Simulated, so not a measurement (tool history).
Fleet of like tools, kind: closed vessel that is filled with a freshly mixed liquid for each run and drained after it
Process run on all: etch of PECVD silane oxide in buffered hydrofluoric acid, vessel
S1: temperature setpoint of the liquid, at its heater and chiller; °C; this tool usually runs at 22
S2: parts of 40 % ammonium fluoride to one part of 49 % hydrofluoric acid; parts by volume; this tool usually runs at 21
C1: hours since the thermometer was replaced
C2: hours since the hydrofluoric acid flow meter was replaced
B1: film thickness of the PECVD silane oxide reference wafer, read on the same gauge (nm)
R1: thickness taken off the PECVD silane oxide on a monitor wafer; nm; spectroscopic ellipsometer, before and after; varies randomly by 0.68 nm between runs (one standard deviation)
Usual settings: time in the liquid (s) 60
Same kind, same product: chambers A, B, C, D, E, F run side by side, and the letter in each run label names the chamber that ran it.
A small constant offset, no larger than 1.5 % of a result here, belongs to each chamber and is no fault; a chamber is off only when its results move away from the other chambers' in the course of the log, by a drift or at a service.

{"run": "1B", "hour": 3.7, "S1": 22, "S2": 21, "time in the liquid (s)": 60, "C1": 683.9, "C2": 195.9, "B1": 130.02, "R1": 122.27}
{"run": "2C", "hour": 7.1, "S1": 22, "S2": 21, "time in the liquid (s)": 60, "C1": 89.9, "C2": 466.1, "B1": 129.98, "R1": 126.22}
{"run": "3A", "hour": 12.9, "S1": 22, "S2": 21, "time in the liquid (s)": 60, "C1": 1518.8, "C2": 1532.2, "B1": 129.99, "R1": 125.18}
{"run": "4E", "hour": 15.6, "S1": 22, "S2": 21, "time in the liquid (s)": 60, "C1": 569.5, "C2": 188.1, "B1": 130, "R1": 122.24}
{"run": "5F", "hour": 20.2, "S1": 22, "S2": 21, "time in the liquid (s)": 60, "C1": 494.9, "C2": 672, "B1": 129.99, "R1": 124.46}
{"run": "6D", "hour": 25.7, "S1": 22, "S2": 21, "time in the liquid (s)": 60, "C1": 508.1, "C2": 1520.3, "B1": 130.02, "R1": 122.81}
{"run": "7F", "hour": 30.7, "S1": 22, "S2": 21, "time in the liquid (s)": 60, "C1": 505.4, "C2": 682.5, "B1": 129.99, "R1": 123.21}
{"run": "8C", "hour": 35.9, "S1": 22, "S2": 21, "time in the liquid (s)": 60, "C1": 118.7, "C2": 494.9, "B1": 130.02, "R1": 124.72}
{"run": "9A", "hour": 39.9, "S1": 22, "S2": 21, "time in the liquid (s)": 60, "C1": 1545.8, "C2": 1559.2, "B1": 129.99, "R1": 123.95}
{"run": "10D", "hour": 43.0, "S1": 22, "S2": 21, "time in the liquid (s)": 60, "C1": 525.4, "C2": 1537.6, "B1": 130.01, "R1": 122.57}
{"run": "11B", "hour": 46.1, "S1": 22, "S2": 21, "time in the liquid (s)": 60, "C1": 726.3, "C2": 238.3, "B1": 130, "R1": 122.3}
{"run": "12E", "hour": 51.6, "S1": 22, "S2": 21, "time in the liquid (s)": 60, "C1": 605.5, "C2": 224.1, "B1": 130.01, "R1": 122.33}
{"run": "13E", "hour": 56.2, "S1": 22, "S2": 21, "time in the liquid (s)": 60, "C1": 610.1, "C2": 228.7, "B1": 130.01, "R1": 120.92}
{"run": "14D", "hour": 60.0, "S1": 22, "S2": 21, "time in the liquid (s)": 60, "C1": 542.4, "C2": 1554.6, "B1": 130.01, "R1": 123.54}
{"run": "15F", "hour": 66.4, "S1": 22, "S2": 21, "time in the liquid (s)": 60, "C1": 541.1, "C2": 718.2, "B1": 130.04, "R1": 121.92}
{"run": "16B", "hour": 71.3, "S1": 22, "S2": 21, "time in the liquid (s)": 60, "C1": 751.5, "C2": 263.5, "B1": 130, "R1": 122.05}
{"run": "17A", "hour": 76.3, "S1": 17, "S2": 21, "time in the liquid (s)": 90, "C1": 1582.2, "C2": 1595.6, "B1": 129.98, "R1": 142.32}
{"run": "18C", "hour": 81.8, "S1": 17, "S2": 21, "time in the liquid (s)": 90, "C1": 164.6, "C2": 540.8, "B1": 129.99, "R1": 138.65}
{"run": "19A", "hour": 84.9, "S1": 17, "S2": 21, "time in the liquid (s)": 90, "C1": 1590.8, "C2": 1604.2, "B1": 130.03, "R1": 140.42}
{"run": "20E", "hour": 87.8, "S1": 17, "S2": 21, "time in the liquid (s)": 90, "C1": 641.7, "C2": 260.3, "B1": 130, "R1": 137.17}
{"run": "21F", "hour": 92.9, "S1": 17, "S2": 21, "time in the liquid (s)": 90, "C1": 567.6, "C2": 744.7, "B1": 130, "R1": 139.89}
{"run": "22B", "hour": 97.5, "S1": 17, "S2": 21, "time in the liquid (s)": 90, "C1": 777.7, "C2": 289.7, "B1": 129.98, "R1": 139.65}
{"run": "23D", "hour": 100.9, "S1": 22, "S2": 21, "time in the liquid (s)": 60, "C1": 583.3, "C2": 1595.5, "B1": 129.98, "R1": 123.34}
{"run": "24C", "hour": 106.5, "S1": 22, "S2": 21, "time in the liquid (s)": 60, "C1": 189.3, "C2": 565.5, "B1": 129.98, "R1": 124.45}
{"run": "25B", "hour": 112.4, "S1": 24.5, "S2": 21, "time in the liquid (s)": 40, "C1": 792.6, "C2": 304.6, "B1": 129.99, "R1": 92.887}
{"run": "26A", "hour": 118.0, "S1": 24.5, "S2": 21, "time in the liquid (s)": 40, "C1": 1623.9, "C2": 1637.3, "B1": 130.06, "R1": 92.088}
{"run": "27E", "hour": 121.5, "S1": 24.5, "S2": 21, "time in the liquid (s)": 40, "C1": 675.4, "C2": 294, "B1": 130.02, "R1": 93.803}
{"run": "28D", "hour": 126.7, "S1": 24.5, "S2": 21, "time in the liquid (s)": 40, "C1": 609.1, "C2": 1621.3, "B1": 129.96, "R1": 93.437}
{"run": "29C", "hour": 129.5, "S1": 24.5, "S2": 21, "time in the liquid (s)": 40, "C1": 212.3, "C2": 588.5, "B1": 130.04, "R1": 94.849}
{"run": "30F", "hour": 135.6, "S1": 24.5, "S2": 21, "time in the liquid (s)": 40, "C1": 610.3, "C2": 787.4, "B1": 130.01, "R1": 94.485}
{"run": "31C", "hour": 139.8, "S1": 24, "S2": 21, "time in the liquid (s)": 30, "C1": 222.6, "C2": 598.8, "B1": 130, "R1": 69.698}
{"run": "32B", "hour": 144.7, "S1": 24, "S2": 21, "time in the liquid (s)": 30, "C1": 824.9, "C2": 336.9, "B1": 129.99, "R1": 68.67}
{"run": "33D", "hour": 147.8, "S1": 24, "S2": 21, "time in the liquid (s)": 30, "C1": 630.2, "C2": 1642.4, "B1": 130, "R1": 68.33}
{"run": "34A", "hour": 152.8, "S1": 24, "S2": 21, "time in the liquid (s)": 30, "C1": 1658.7, "C2": 1672.1, "B1": 130, "R1": 65.833}
{"run": "35F", "hour": 157.9, "S1": 24, "S2": 21, "time in the liquid (s)": 30, "C1": 632.6, "C2": 809.7, "B1": 130.01, "R1": 68.148}
{"run": "36E", "hour": 163.9, "S1": 24, "S2": 21, "time in the liquid (s)": 30, "C1": 717.8, "C2": 336.4, "B1": 130.01, "R1": 67.602}
{"run": "37C", "hour": 166.7, "S1": 22, "S2": 21, "time in the liquid (s)": 60, "C1": 249.5, "C2": 625.7, "B1": 129.96, "R1": 124.32}
{"run": "38A", "hour": 170.0, "S1": 22, "S2": 21, "time in the liquid (s)": 60, "C1": 1675.9, "C2": 1689.3, "B1": 130.01, "R1": 116.59}
{"run": "39B", "hour": 174.7, "S1": 22, "S2": 21, "time in the liquid (s)": 60, "C1": 854.9, "C2": 366.9, "B1": 129.97, "R1": 122.89}

All chambers now run identical settings, listed one chamber a line with results as question marks. What results will each chamber show?
{"run": "40A", "hour": 179.3, "S1": 22, "S2": 21, "time in the liquid (s)": 60, "R1": "?"}
{"run": "40B", "hour": 179.3, "S1": 22, "S2": 21, "time in the liquid (s)": 60, "R1": "?"}
{"run": "40C", "hour": 179.3, "S1": 22, "S2": 21, "time in the liquid (s)": 60, "R1": "?"}
{"run": "40D", "hour": 179.3, "S1": 22, "S2": 21, "time in the liquid (s)": 60, "R1": "?"}
{"run": "40E", "hour": 179.3, "S1": 22, "S2": 21, "time in the liquid (s)": 60, "R1": "?"}
{"run": "40F", "hour": 179.3, "S1": 22, "S2": 21, "time in the liquid (s)": 60, "R1": "?"}

run=40A R1=116.16
run=40B R1=123.33
run=40C R1=125.93
run=40D R1=122.73
run=40E R1=121.68
run=40F R1=121.74

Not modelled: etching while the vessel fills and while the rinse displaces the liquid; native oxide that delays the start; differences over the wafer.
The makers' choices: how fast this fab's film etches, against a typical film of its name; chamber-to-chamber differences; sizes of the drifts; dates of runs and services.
